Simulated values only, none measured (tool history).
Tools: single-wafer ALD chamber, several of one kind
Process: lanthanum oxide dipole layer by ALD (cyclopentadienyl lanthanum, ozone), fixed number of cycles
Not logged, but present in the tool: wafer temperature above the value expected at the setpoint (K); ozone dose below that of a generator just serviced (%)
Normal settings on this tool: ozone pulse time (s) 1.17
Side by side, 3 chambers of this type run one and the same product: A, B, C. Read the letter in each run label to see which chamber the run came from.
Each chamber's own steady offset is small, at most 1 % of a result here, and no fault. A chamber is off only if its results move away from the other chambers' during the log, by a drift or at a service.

| run | hour | ozone pulse time (s) | hours since the last thermocouple change | hours since the last ozone generator service | read-back reference wafer on the same gauge, thickness_nm | mean film thickness on the monitor wafer (angstrom) |
|---|---|---|---|---|---|---|
| 1A | 3.2 | 1.17 | 325.1 | 606.0 | 0.43166 | 5.2357 |
| 2B | 5.3 | 1.17 | 1682.9 | 774.5 | 0.43250 | 5.2127 |
| 3C | 8.9 | 1.17 | 1009.2 | 176.4 | 0.43149 | 5.1950 |
| 4B | 11.3 | 1.17 | 1688.9 | 780.5 | 0.43204 | 5.1902 |
| 5A | 15.7 | 1.17 | 337.6 | 618.5 | 0.43250 | 5.2713 |
| 6C | 18.8 | 1.17 | 1019.1 | 186.3 | 0.43172 | 5.1789 |
| 7A | 21.5 | 1.17 | 343.4 | 624.3 | 0.43200 | 5.2206 |
| 8B | 24.2 | 0.81 | 1701.8 | 793.4 | 0.43201 | 4.6471 |
| 9C | 27.2 | 0.81 | 1027.5 | 194.7 | 0.43164 | 4.5614 |
| 10A | 31.5 | 0.81 | 353.4 | 634.3 | 0.43215 | 4.6208 |
| 11C | 34.5 | 1.17 | 1034.8 | 202.0 | 0.43190 | 5.1483 |
| 12B | 36.5 | 1.17 | 1714.1 | 805.7 | 0.43158 | 5.2289 |
| 13B | 40.3 | 1.17 | 1717.9 | 809.5 | 0.43211 | 5.1524 |
| 14A | 42.8 | 1.63 | 364.7 | 645.6 | 0.43168 | 5.5791 |
| 15C | 45.2 | 1.63 | 1045.5 | 212.7 | 0.43179 | 5.4948 |
| 16B | 49.0 | 1.63 | 1726.6 | 818.2 | 0.43245 | 5.5779 |
| 17C | 52.7 | 1.17 | 1053.0 | 220.2 | 0.43258 | 5.0906 |
| 18A | 56.4 | 0.96 | 378.3 | 659.2 | 0.43206 | 4.9285 |
| 19B | 59.7 | 0.96 | 1737.3 | 828.9 | 0.43207 | 4.9568 |
| 20A | 61.7 | 0.96 | 383.6 | 664.5 | 0.43226 | 4.9137 |
| 21C | 65.4 | 1.58 | 1065.7 | 232.9 | 0.43259 | 5.3917 |
| 22A | 68.4 | 1.58 | 390.3 | 671.2 | 0.43287 | 5.5422 |
| 23B | 70.5 | 1.58 | 1748.1 | 839.7 | 0.43255 | 5.5223 |
| 24C | 74.2 | 1.17 | 1074.5 | 241.7 | 0.43225 | 4.9376 |
| 25C | 78.1 | 1.17 | 1078.4 | 245.6 | 0.43166 | 4.8785 |
| 26A | 80.7 | 1.17 | 402.6 | 683.5 | 0.43171 | 5.2342 |
| 27B | 84.1 | 1.17 | 1761.7 | 853.3 | 0.43172 | 5.2463 |
| 28B | 87.7 | 1.17 | 1765.3 | 856.9 | 0.43285 | 5.1764 |
| 29A | 90.2 | 1.40 | 412.1 | 693.0 | 0.43225 | 5.4146 |
| 30C | 94.1 | 1.40 | 1094.4 | 261.6 | 0.43199 | 5.1816 |
| 31C | 98.1 | 1.40 | 1098.4 | 265.6 | 0.43246 | 5.1494 |

Is one chamber off against the others, does the gauge drift, or is nothing wrong? If a chamber is off, say which, and what the likeliest cause is.

One chamber, C, drifts off from the rest bit by bit.
Most likely cause: ozone dose below that of a generator just serviced (%) = 21.

Which of the 4 candidates below, each the usual settings with something changed and its results left as question marks, puts chamber C back in line with what the other chambers give on the usual settings?
To be in line, a result may differ from the other chambers' mean on the usual settings by at most: mean film thickness on the monitor wafer (angstrom) 0.0920
| 32C-1 | 101.4 | 1.05 |  |  |  | ? |
| 32C-2 | 101.4 | 1.47 |  |  |  | ? |
| 32C-3 | 101.4 | 0.96 |  |  |  | ? |
| 32C-4 | 101.4 | 1.29 |  |  |  | ? |

Mean of the other chambers on the usual settings: mean film thickness on the monitor wafer (angstrom) 5.2168
| run | mean film thickness on the monitor wafer (angstrom) |
|---|---|
| 32C-1 | 4.6423 |
| 32C-2 | 5.1798 |
| 32C-3 | 4.4724 |
| 32C-4 | 4.9924 |
32C-2 puts the chamber back in line with the other chambers.

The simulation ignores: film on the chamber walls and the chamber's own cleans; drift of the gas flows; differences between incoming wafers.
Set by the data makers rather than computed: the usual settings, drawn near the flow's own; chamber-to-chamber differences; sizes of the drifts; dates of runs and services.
